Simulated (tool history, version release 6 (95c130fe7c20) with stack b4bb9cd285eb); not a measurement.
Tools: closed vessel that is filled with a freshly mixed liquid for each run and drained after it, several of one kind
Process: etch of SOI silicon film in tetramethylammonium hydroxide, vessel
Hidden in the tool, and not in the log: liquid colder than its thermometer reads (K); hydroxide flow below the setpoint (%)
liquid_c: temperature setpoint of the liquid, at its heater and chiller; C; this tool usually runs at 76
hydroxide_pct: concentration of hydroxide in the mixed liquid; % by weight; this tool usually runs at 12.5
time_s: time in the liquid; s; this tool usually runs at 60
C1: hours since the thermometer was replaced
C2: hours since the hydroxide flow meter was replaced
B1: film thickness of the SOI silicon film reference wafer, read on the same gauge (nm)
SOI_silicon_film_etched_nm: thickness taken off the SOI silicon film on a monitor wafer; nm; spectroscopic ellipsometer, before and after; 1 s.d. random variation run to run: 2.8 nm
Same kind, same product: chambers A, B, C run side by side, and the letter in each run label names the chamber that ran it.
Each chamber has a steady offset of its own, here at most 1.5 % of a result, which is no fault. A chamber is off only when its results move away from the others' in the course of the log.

run 1B hour=14.9 | liquid_c=76 hydroxide_pct=12.5 time_s=60 | C1=211.1 C2=908.5 | B1=49.984 | SOI_silicon_film_etched_nm=583.22
run 2A hour=30.5 | liquid_c=76 hydroxide_pct=12.5 time_s=60 | C1=288.1 C2=1564.7 | B1=50.017 | SOI_silicon_film_etched_nm=578.35
run 3C hour=45.2 | liquid_c=76 hydroxide_pct=12.5 time_s=60 | C1=939.2 C2=208.4 | B1=49.981 | SOI_silicon_film_etched_nm=579.48
run 4B hour=57.3 | liquid_c=76 hydroxide_pct=12.5 time_s=60 | C1=253.5 C2=950.9 | B1=50.015 | SOI_silicon_film_etched_nm=583.87
run 5A hour=64.9 | liquid_c=76 hydroxide_pct=12.5 time_s=60 | C1=322.5 C2=1599.1 | B1=49.981 | SOI_silicon_film_etched_nm=573.09
run 6C hour=77.6 | liquid_c=76 hydroxide_pct=12.5 time_s=60 | C1=971.6 C2=240.8 | B1=50.004 | SOI_silicon_film_etched_nm=580.08
run 7C hour=86.6 | liquid_c=76 hydroxide_pct=12.5 time_s=60 | C1=980.6 C2=249.8 | B1=50.047 | SOI_silicon_film_etched_nm=582.89
run 8B hour=102.3 | liquid_c=76 hydroxide_pct=12.5 time_s=50 | C1=298.5 C2=995.9 | B1=49.973 | SOI_silicon_film_etched_nm=485.27
run 9A hour=111.4 | liquid_c=76 hydroxide_pct=12.5 time_s=50 | C1=369 C2=1645.6 | B1=50.013 | SOI_silicon_film_etched_nm=477.67
run 10A hour=119.7 | liquid_c=76 hydroxide_pct=12.5 time_s=50 | C1=377.3 C2=1653.9 | B1=49.98 | SOI_silicon_film_etched_nm=480.82
run 11C hour=134 | liquid_c=76 hydroxide_pct=12.5 time_s=70 | C1=1028 C2=297.2 | B1=50.021 | SOI_silicon_film_etched_nm=688.02
run 12B hour=148.6 | liquid_c=76 hydroxide_pct=12.5 time_s=70 | C1=344.8 C2=1042.2 | B1=49.973 | SOI_silicon_film_etched_nm=678.75
run 13A hour=159.5 | liquid_c=76 hydroxide_pct=12.5 time_s=70 | C1=417.1 C2=1693.7 | B1=50.025 | SOI_silicon_film_etched_nm=677
-- hour=166.5 chamber A: hydroxide flow meter replaced
run 14B hour=171.2 | liquid_c=76 hydroxide_pct=12.5 time_s=60 | C1=367.4 C2=1064.8 | B1=50.005 | SOI_silicon_film_etched_nm=582.31
run 15C hour=182.8 | liquid_c=76 hydroxide_pct=12.5 time_s=60 | C1=1076.8 C2=346 | B1=50.02 | SOI_silicon_film_etched_nm=594.9
run 16A hour=191.2 | liquid_c=76 hydroxide_pct=12.5 time_s=60 | C1=448.8 C2=24.8 | B1=49.98 | SOI_silicon_film_etched_nm=574.79
run 17C hour=201.6 | liquid_c=76 hydroxide_pct=12.5 time_s=60 | C1=1095.6 C2=364.8 | B1=50.002 | SOI_silicon_film_etched_nm=596.17
run 18B hour=212.3 | liquid_c=76 hydroxide_pct=12.5 time_s=60 | C1=408.5 C2=1105.9 | B1=50.021 | SOI_silicon_film_etched_nm=584.25
run 19A hour=222.6 | liquid_c=76 hydroxide_pct=12.5 time_s=60 | C1=480.2 C2=56.2 | B1=49.952 | SOI_silicon_film_etched_nm=572.93
run 20B hour=230.2 | liquid_c=76 hydroxide_pct=12.5 time_s=60 | C1=426.4 C2=1123.8 | B1=49.994 | SOI_silicon_film_etched_nm=584.32
run 21C hour=242 | liquid_c=76 hydroxide_pct=12.5 time_s=60 | C1=1136 C2=405.2 | B1=49.99 | SOI_silicon_film_etched_nm=605.11
run 22A hour=258.3 | liquid_c=76 hydroxide_pct=12.5 time_s=60 | C1=515.9 C2=91.9 | B1=50.002 | SOI_silicon_film_etched_nm=571.29

What goes on in this fleet: one chamber off, a drifting gauge, or nothing beyond the chambers' own small offsets? Name the chamber and the cause, if any.

Chamber C drifts away from the others.
Most likely cause: hydroxide flow below the setpoint (%) = 10.4.
It could be hard to tell apart here from: liquid hotter than its thermometer reads (K).

Chamber C could run next with any of the 4 candidate recipes listed below; each alters the usual settings, and their results appear as question marks. Which one brings its results back in line with what the other chambers deliver on the usual settings?
Maximum distance from the other chambers' mean on the usual settings for a result to count as in line: SOI_silicon_film_etched_nm 9.8 nm
run 23C-1 hour=270.1 | liquid_c=76 hydroxide_pct=11 time_s=60 | SOI_silicon_film_etched_nm=?
run 23C-2 hour=270.1 | liquid_c=76 hydroxide_pct=12 time_s=60 | SOI_silicon_film_etched_nm=?
run 23C-3 hour=270.1 | liquid_c=76 hydroxide_pct=14 time_s=60 | SOI_silicon_film_etched_nm=?
run 23C-4 hour=270.1 | liquid_c=76 hydroxide_pct=13 time_s=60 | SOI_silicon_film_etched_nm=?

The other chambers' mean on the usual settings: SOI_silicon_film_etched_nm 578.44 nm
run=23C-1 SOI_silicon_film_etched_nm=633.72
run=23C-2 SOI_silicon_film_etched_nm=614.5
run=23C-3 SOI_silicon_film_etched_nm=578.22
run=23C-4 SOI_silicon_film_etched_nm=596.35
23C-3 brings the chamber back in line.
